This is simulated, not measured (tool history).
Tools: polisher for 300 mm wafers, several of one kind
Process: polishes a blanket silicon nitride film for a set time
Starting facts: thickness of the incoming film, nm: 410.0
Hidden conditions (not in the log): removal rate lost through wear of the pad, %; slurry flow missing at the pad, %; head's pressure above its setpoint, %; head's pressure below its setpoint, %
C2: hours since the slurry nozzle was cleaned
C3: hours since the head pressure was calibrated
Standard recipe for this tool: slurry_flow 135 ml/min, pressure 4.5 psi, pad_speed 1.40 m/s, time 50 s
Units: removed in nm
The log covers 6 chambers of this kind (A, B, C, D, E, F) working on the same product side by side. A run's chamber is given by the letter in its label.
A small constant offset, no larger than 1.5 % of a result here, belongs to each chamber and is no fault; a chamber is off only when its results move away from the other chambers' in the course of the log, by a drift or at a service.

Run 1E, hour 2.8: usual settings; wafers polished on this pad 229; C2 167.9; C3 943.7. Result: removed 140.710 nm.
Run 2B, hour 5.8: usual settings; wafers polished on this pad 552; C2 166.7; C3 705.7. Result: removed 135.530 nm.
Run 3C, hour 8.4: usual settings; wafers polished on this pad 723; C2 587.4; C3 337.6. Result: removed 135.660 nm.
At hour 10.0: chamber D: worn pad replaced by a new one.
Run 4F, hour 12.4: usual settings; wafers polished on this pad 356; C2 502.2; C3 365.2. Result: removed 142.680 nm.
Run 5D, hour 16.2: usual settings; wafers polished on this pad 42; C2 20.0; C3 1406.6. Result: removed 139.000 nm.
Run 6A, hour 20.2: usual settings; wafers polished on this pad 176; C2 284.6; C3 339.1. Result: removed 139.690 nm.
Run 7C, hour 22.4: usual settings but slurry_flow 90 ml/min; wafers polished on this pad 818; C2 601.4; C3 351.6. Result: removed 126.560 nm.
Run 8E, hour 25.8: usual settings but slurry_flow 90 ml/min; wafers polished on this pad 385; C2 190.9; C3 966.7. Result: removed 129.360 nm.
Run 9D, hour 29.1: usual settings but slurry_flow 90 ml/min; wafers polished on this pad 130; C2 32.9; C3 1419.5. Result: removed 127.170 nm.
Run 10B, hour 33.1: usual settings but slurry_flow 90 ml/min; wafers polished on this pad 737; C2 194.0; C3 733.0. Result: removed 124.480 nm.
Run 11F, hour 35.2: usual settings but slurry_flow 90 ml/min; wafers polished on this pad 511; C2 525.0; C3 388.0. Result: removed 128.300 nm.
At hour 37.6: chamber B: worn pad replaced by a new one.
Run 12A, hour 39.1: usual settings but slurry_flow 90 ml/min; wafers polished on this pad 304; C2 303.5; C3 358.0. Result: removed 124.570 nm.
Run 13C, hour 41.2: usual settings; wafers polished on this pad 945; C2 620.2; C3 370.4. Result: removed 137.090 nm.
Run 14E, hour 43.7: usual settings but pad_speed 1.02 m/s, time 36 s; wafers polished on this pad 506; C2 208.8; C3 984.6. Result: removed 80.121 nm.
At hour 46.2: chamber E: head pressure recalibrated.
Run 15D, hour 47.0: usual settings but pad_speed 1.02 m/s, time 36 s; wafers polished on this pad 251; C2 50.8; C3 1437.4. Result: removed 76.574 nm.
At hour 49.1: chamber D: head pressure recalibrated.
Run 16F, hour 50.1: usual settings but pad_speed 1.02 m/s, time 36 s; wafers polished on this pad 612; C2 539.9; C3 402.9. Result: removed 78.846 nm.
At hour 52.8: chamber F: worn pad replaced by a new one.
Run 17B, hour 53.2: usual settings but pad_speed 1.02 m/s, time 36 s; wafers polished on this pad 105; C2 214.1; C3 753.1. Result: removed 75.894 nm.
At hour 56.4: chamber F: head pressure recalibrated.
Run 18A, hour 57.3: usual settings but pad_speed 1.02 m/s, time 36 s; wafers polished on this pad 428; C2 321.7; C3 376.2. Result: removed 76.206 nm.
At hour 59.3: chamber F: slurry nozzle cleaned.
Run 19F, hour 60.7: usual settings but pad_speed 1.02 m/s, time 36 s; wafers polished on this pad 54; C2 1.4; C3 4.4. Result: removed 77.940 nm.
Run 20C, hour 63.6: usual settings; wafers polished on this pad 1097; C2 642.6; C3 392.8. Result: removed 134.790 nm.
Run 21A, hour 67.7: usual settings; wafers polished on this pad 498; C2 332.1; C3 386.6. Result: removed 137.310 nm.
Run 22B, hour 69.6: usual settings; wafers polished on this pad 217; C2 230.5; C3 769.5. Result: removed 137.820 nm.
Run 23E, hour 71.8: usual settings; wafers polished on this pad 697; C2 236.9; C3 25.6. Result: removed 140.280 nm.
Run 24D, hour 74.3: usual settings; wafers polished on this pad 436; C2 78.1; C3 25.3. Result: removed 135.640 nm.
Run 25B, hour 76.4: usual settings; wafers polished on this pad 263; C2 237.3; C3 776.3. Result: removed 133.450 nm.
Run 26D, hour 79.2: usual settings; wafers polished on this pad 469; C2 83.0; C3 30.2. Result: removed 131.380 nm.
Run 27F, hour 83.1: usual settings; wafers polished on this pad 205; C2 23.8; C3 26.8. Result: removed 133.920 nm.
Run 28A, hour 86.6: usual settings; wafers polished on this pad 627; C2 351.0; C3 405.5. Result: removed 137.750 nm.
Run 29E, hour 90.4: usual settings; wafers polished on this pad 823; C2 255.5; C3 44.2. Result: removed 142.620 nm.
At hour 93.3: chamber C: worn pad replaced by a new one.
Run 30C, hour 93.7: usual settings; wafers polished on this pad 3; C2 672.7; C3 422.9. Result: removed 134.410 nm.
Run 31D, hour 95.6: usual settings; wafers polished on this pad 581; C2 99.4; C3 46.6. Result: removed 135.060 nm.
Run 32B, hour 99.5: usual settings; wafers polished on this pad 419; C2 260.4; C3 799.4. Result: removed 132.600 nm.
Run 33F, hour 103.6: usual settings but pressure 3.5 psi, pad_speed 1.68 m/s; wafers polished on this pad 344; C2 44.3; C3 47.3. Result: removed 127.480 nm.
Run 34A, hour 106.3: usual settings but pressure 3.5 psi, pad_speed 1.68 m/s; wafers polished on this pad 760; C2 370.7; C3 425.2. Result: removed 122.090 nm.
Run 35C, hour 108.3: usual settings but pressure 3.5 psi, pad_speed 1.68 m/s; wafers polished on this pad 102; C2 687.3; C3 437.5. Result: removed 119.600 nm.
Run 36E, hour 111.9: usual settings but pressure 3.5 psi, pad_speed 1.68 m/s; wafers polished on this pad 969; C2 277.0; C3 65.7. Result: removed 123.270 nm.
Run 37A, hour 114.3: usual settings but pressure 3.5 psi, pad_speed 1.68 m/s; wafers polished on this pad 814; C2 378.7; C3 433.2. Result: removed 122.970 nm.
Run 38C, hour 118.0: usual settings but pressure 3.5 psi, pad_speed 1.68 m/s; wafers polished on this pad 168; C2 697.0; C3 447.2. Result: removed 123.300 nm.
Run 39D, hour 120.0: usual settings; wafers polished on this pad 746; C2 123.8; C3 71.0. Result: removed 134.850 nm.
Run 40F, hour 122.8: usual settings; wafers polished on this pad 475; C2 63.5; C3 66.5. Result: removed 137.910 nm.
Run 41E, hour 126.8: usual settings; wafers polished on this pad 1070; C2 291.9; C3 80.6. Result: removed 142.610 nm.
Run 42B, hour 130.0: usual settings; wafers polished on this pad 626; C2 290.9; C3 829.9. Result: removed 134.410 nm.

Is one chamber off against the others, does the gauge drift, or is nothing wrong? If a chamber is off, say which, and what the likeliest cause is.

Neither any chamber nor the gauge drifts; the chambers differ only by their own small, steady offsets.
